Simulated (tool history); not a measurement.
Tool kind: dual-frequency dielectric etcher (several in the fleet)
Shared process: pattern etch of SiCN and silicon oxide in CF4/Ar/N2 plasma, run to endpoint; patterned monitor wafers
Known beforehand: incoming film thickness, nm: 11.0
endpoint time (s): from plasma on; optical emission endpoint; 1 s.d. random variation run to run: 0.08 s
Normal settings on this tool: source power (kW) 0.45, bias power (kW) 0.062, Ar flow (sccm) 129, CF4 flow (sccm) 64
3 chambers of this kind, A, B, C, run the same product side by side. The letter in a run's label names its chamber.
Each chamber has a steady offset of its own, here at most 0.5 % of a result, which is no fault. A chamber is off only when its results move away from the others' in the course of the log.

{"run": "1C", "hour": 9.2, "source power (kW)": 0.45, "bias power (kW)": 0.062, "Ar flow (sccm)": 129, "CF4 flow (sccm)": 64, "endpoint time (s)": 14.387}
{"run": "2B", "hour": 17.7, "source power (kW)": 0.45, "bias power (kW)": 0.062, "Ar flow (sccm)": 129, "CF4 flow (sccm)": 64, "endpoint time (s)": 14.12}
{"run": "3A", "hour": 23.5, "source power (kW)": 0.45, "bias power (kW)": 0.062, "Ar flow (sccm)": 129, "CF4 flow (sccm)": 64, "endpoint time (s)": 14.035}
{"run": "4A", "hour": 32.1, "source power (kW)": 0.45, "bias power (kW)": 0.062, "Ar flow (sccm)": 129, "CF4 flow (sccm)": 64, "endpoint time (s)": 14.124}
{"run": "5B", "hour": 39.7, "source power (kW)": 0.4, "bias power (kW)": 0.062, "Ar flow (sccm)": 129, "CF4 flow (sccm)": 64, "endpoint time (s)": 15.715}
{"run": "6C", "hour": 46.4, "source power (kW)": 0.4, "bias power (kW)": 0.062, "Ar flow (sccm)": 129, "CF4 flow (sccm)": 64, "endpoint time (s)": 15.786}
{"run": "7C", "hour": 51.7, "source power (kW)": 0.4, "bias power (kW)": 0.062, "Ar flow (sccm)": 129, "CF4 flow (sccm)": 64, "endpoint time (s)": 15.973}
{"run": "8B", "hour": 57.6, "source power (kW)": 0.45, "bias power (kW)": 0.062, "Ar flow (sccm)": 129, "CF4 flow (sccm)": 64, "endpoint time (s)": 14.267}
{"run": "9A", "hour": 66.8, "source power (kW)": 0.45, "bias power (kW)": 0.062, "Ar flow (sccm)": 129, "CF4 flow (sccm)": 64, "endpoint time (s)": 14.035}
{"run": "10C", "hour": 74.8, "source power (kW)": 0.54, "bias power (kW)": 0.062, "Ar flow (sccm)": 104, "CF4 flow (sccm)": 64, "endpoint time (s)": 11.717}
{"run": "11A", "hour": 79.9, "source power (kW)": 0.54, "bias power (kW)": 0.062, "Ar flow (sccm)": 104, "CF4 flow (sccm)": 64, "endpoint time (s)": 11.596}
{"run": "12B", "hour": 88.0, "source power (kW)": 0.54, "bias power (kW)": 0.062, "Ar flow (sccm)": 104, "CF4 flow (sccm)": 64, "endpoint time (s)": 11.678}
{"run": "13B", "hour": 92.6, "source power (kW)": 0.45, "bias power (kW)": 0.062, "Ar flow (sccm)": 129, "CF4 flow (sccm)": 64, "endpoint time (s)": 14.156}
{"run": "14C", "hour": 101.2, "source power (kW)": 0.45, "bias power (kW)": 0.062, "Ar flow (sccm)": 129, "CF4 flow (sccm)": 64, "endpoint time (s)": 14.301}
{"run": "15A", "hour": 107.5, "source power (kW)": 0.45, "bias power (kW)": 0.062, "Ar flow (sccm)": 129, "CF4 flow (sccm)": 64, "endpoint time (s)": 14.201}
{"run": "16A", "hour": 114.5, "source power (kW)": 0.45, "bias power (kW)": 0.062, "Ar flow (sccm)": 129, "CF4 flow (sccm)": 64, "endpoint time (s)": 14.185}
{"run": "17C", "hour": 121.3, "source power (kW)": 0.45, "bias power (kW)": 0.062, "Ar flow (sccm)": 129, "CF4 flow (sccm)": 64, "endpoint time (s)": 14.364}
{"run": "18B", "hour": 127.3, "source power (kW)": 0.45, "bias power (kW)": 0.062, "Ar flow (sccm)": 129, "CF4 flow (sccm)": 64, "endpoint time (s)": 14.247}
{"run": "19B", "hour": 136.2, "source power (kW)": 0.45, "bias power (kW)": 0.062, "Ar flow (sccm)": 129, "CF4 flow (sccm)": 64, "endpoint time (s)": 14.196}
{"run": "20A", "hour": 144.8, "source power (kW)": 0.45, "bias power (kW)": 0.062, "Ar flow (sccm)": 129, "CF4 flow (sccm)": 64, "endpoint time (s)": 14.176}
{"run": "21C", "hour": 153.8, "source power (kW)": 0.45, "bias power (kW)": 0.062, "Ar flow (sccm)": 129, "CF4 flow (sccm)": 64, "endpoint time (s)": 14.482}
{"run": "22A", "hour": 160.0, "source power (kW)": 0.45, "bias power (kW)": 0.062, "Ar flow (sccm)": 129, "CF4 flow (sccm)": 64, "endpoint time (s)": 14.124}
{"run": "23B", "hour": 168.2, "source power (kW)": 0.45, "bias power (kW)": 0.062, "Ar flow (sccm)": 129, "CF4 flow (sccm)": 64, "endpoint time (s)": 14.451}
{"run": "24C", "hour": 173.3, "source power (kW)": 0.45, "bias power (kW)": 0.062, "Ar flow (sccm)": 129, "CF4 flow (sccm)": 64, "endpoint time (s)": 14.546}
{"run": "25A", "hour": 182.4, "source power (kW)": 0.45, "bias power (kW)": 0.062, "Ar flow (sccm)": 129, "CF4 flow (sccm)": 64, "endpoint time (s)": 14.03}
{"run": "26C", "hour": 189.9, "source power (kW)": 0.45, "bias power (kW)": 0.062, "Ar flow (sccm)": 129, "CF4 flow (sccm)": 64, "endpoint time (s)": 14.483}
{"run": "27B", "hour": 194.1, "source power (kW)": 0.45, "bias power (kW)": 0.062, "Ar flow (sccm)": 129, "CF4 flow (sccm)": 64, "endpoint time (s)": 14.35}
{"run": "28C", "hour": 202.1, "source power (kW)": 0.45, "bias power (kW)": 0.062, "Ar flow (sccm)": 129, "CF4 flow (sccm)": 64, "endpoint time (s)": 14.567}
{"hour": 203.7, "done": "chamber A: Ar flow controller replaced"}
{"run": "29A", "hour": 207.4, "source power (kW)": 0.45, "bias power (kW)": 0.062, "Ar flow (sccm)": 129, "CF4 flow (sccm)": 64, "endpoint time (s)": 14.179}
{"run": "30B", "hour": 214.9, "source power (kW)": 0.45, "bias power (kW)": 0.062, "Ar flow (sccm)": 129, "CF4 flow (sccm)": 64, "endpoint time (s)": 14.284}
{"run": "31A", "hour": 223.3, "source power (kW)": 0.45, "bias power (kW)": 0.062, "Ar flow (sccm)": 129, "CF4 flow (sccm)": 64, "endpoint time (s)": 14.11}
{"hour": 229.9, "done": "chamber C: CF4 flow controller replaced"}
{"run": "32C", "hour": 232.1, "source power (kW)": 0.45, "bias power (kW)": 0.062, "Ar flow (sccm)": 129, "CF4 flow (sccm)": 64, "endpoint time (s)": 14.624}
{"run": "33B", "hour": 240.2, "source power (kW)": 0.45, "bias power (kW)": 0.062, "Ar flow (sccm)": 129, "CF4 flow (sccm)": 64, "endpoint time (s)": 14.187}
{"run": "34B", "hour": 249.2, "source power (kW)": 0.45, "bias power (kW)": 0.062, "Ar flow (sccm)": 129, "CF4 flow (sccm)": 64, "endpoint time (s)": 14.153}
{"run": "35C", "hour": 256.4, "source power (kW)": 0.45, "bias power (kW)": 0.062, "Ar flow (sccm)": 129, "CF4 flow (sccm)": 64, "endpoint time (s)": 14.79}
{"run": "36A", "hour": 261.0, "source power (kW)": 0.45, "bias power (kW)": 0.062, "Ar flow (sccm)": 129, "CF4 flow (sccm)": 64, "endpoint time (s)": 14.248}
{"run": "37B", "hour": 267.9, "source power (kW)": 0.45, "bias power (kW)": 0.062, "Ar flow (sccm)": 129, "CF4 flow (sccm)": 64, "endpoint time (s)": 14.342}

Decide between three cases: one chamber stands off from its peers, the gauge reading all wafers drifts, or nothing is wrong past each chamber's small offset. Where a chamber is off, say which and what most likely put it there.

Little by little, chamber C moves away from the other chambers.
Most likely cause: source power that arrives under what is set, % = 4.34.
The log may not separate it from: etch rate under this chamber's usual, %.

Here are 4 candidates for chamber C's next run, each the usual settings with a change, their results left as question marks. Which one brings its results back in line with what the others give on the usual settings?
Counts as in line when no further than this from what the other chambers average on the usual settings: endpoint time (s) 0.28
{"run": "38C-1", "hour": 274.6, "source power (kW)": 0.43, "bias power (kW)": 0.061, "Ar flow (sccm)": 130, "CF4 flow (sccm)": 64, "endpoint time (s)": "?"}
{"run": "38C-2", "hour": 274.6, "source power (kW)": 0.45, "bias power (kW)": 0.061, "Ar flow (sccm)": 129, "CF4 flow (sccm)": 64, "endpoint time (s)": "?"}
{"run": "38C-3", "hour": 274.6, "source power (kW)": 0.45, "bias power (kW)": 0.063, "Ar flow (sccm)": 129, "CF4 flow (sccm)": 65, "endpoint time (s)": "?"}
{"run": "38C-4", "hour": 274.6, "source power (kW)": 0.45, "bias power (kW)": 0.068, "Ar flow (sccm)": 123, "CF4 flow (sccm)": 64, "endpoint time (s)": "?"}

Other chambers, usual settings, mean: endpoint time (s) 14.212
run=38C-1 endpoint_time_(s)=15.57
run=38C-2 endpoint_time_(s)=14.934
run=38C-3 endpoint_time_(s)=14.728
run=38C-4 endpoint_time_(s)=14.258
With 38C-4, the chamber falls back in line with the rest.

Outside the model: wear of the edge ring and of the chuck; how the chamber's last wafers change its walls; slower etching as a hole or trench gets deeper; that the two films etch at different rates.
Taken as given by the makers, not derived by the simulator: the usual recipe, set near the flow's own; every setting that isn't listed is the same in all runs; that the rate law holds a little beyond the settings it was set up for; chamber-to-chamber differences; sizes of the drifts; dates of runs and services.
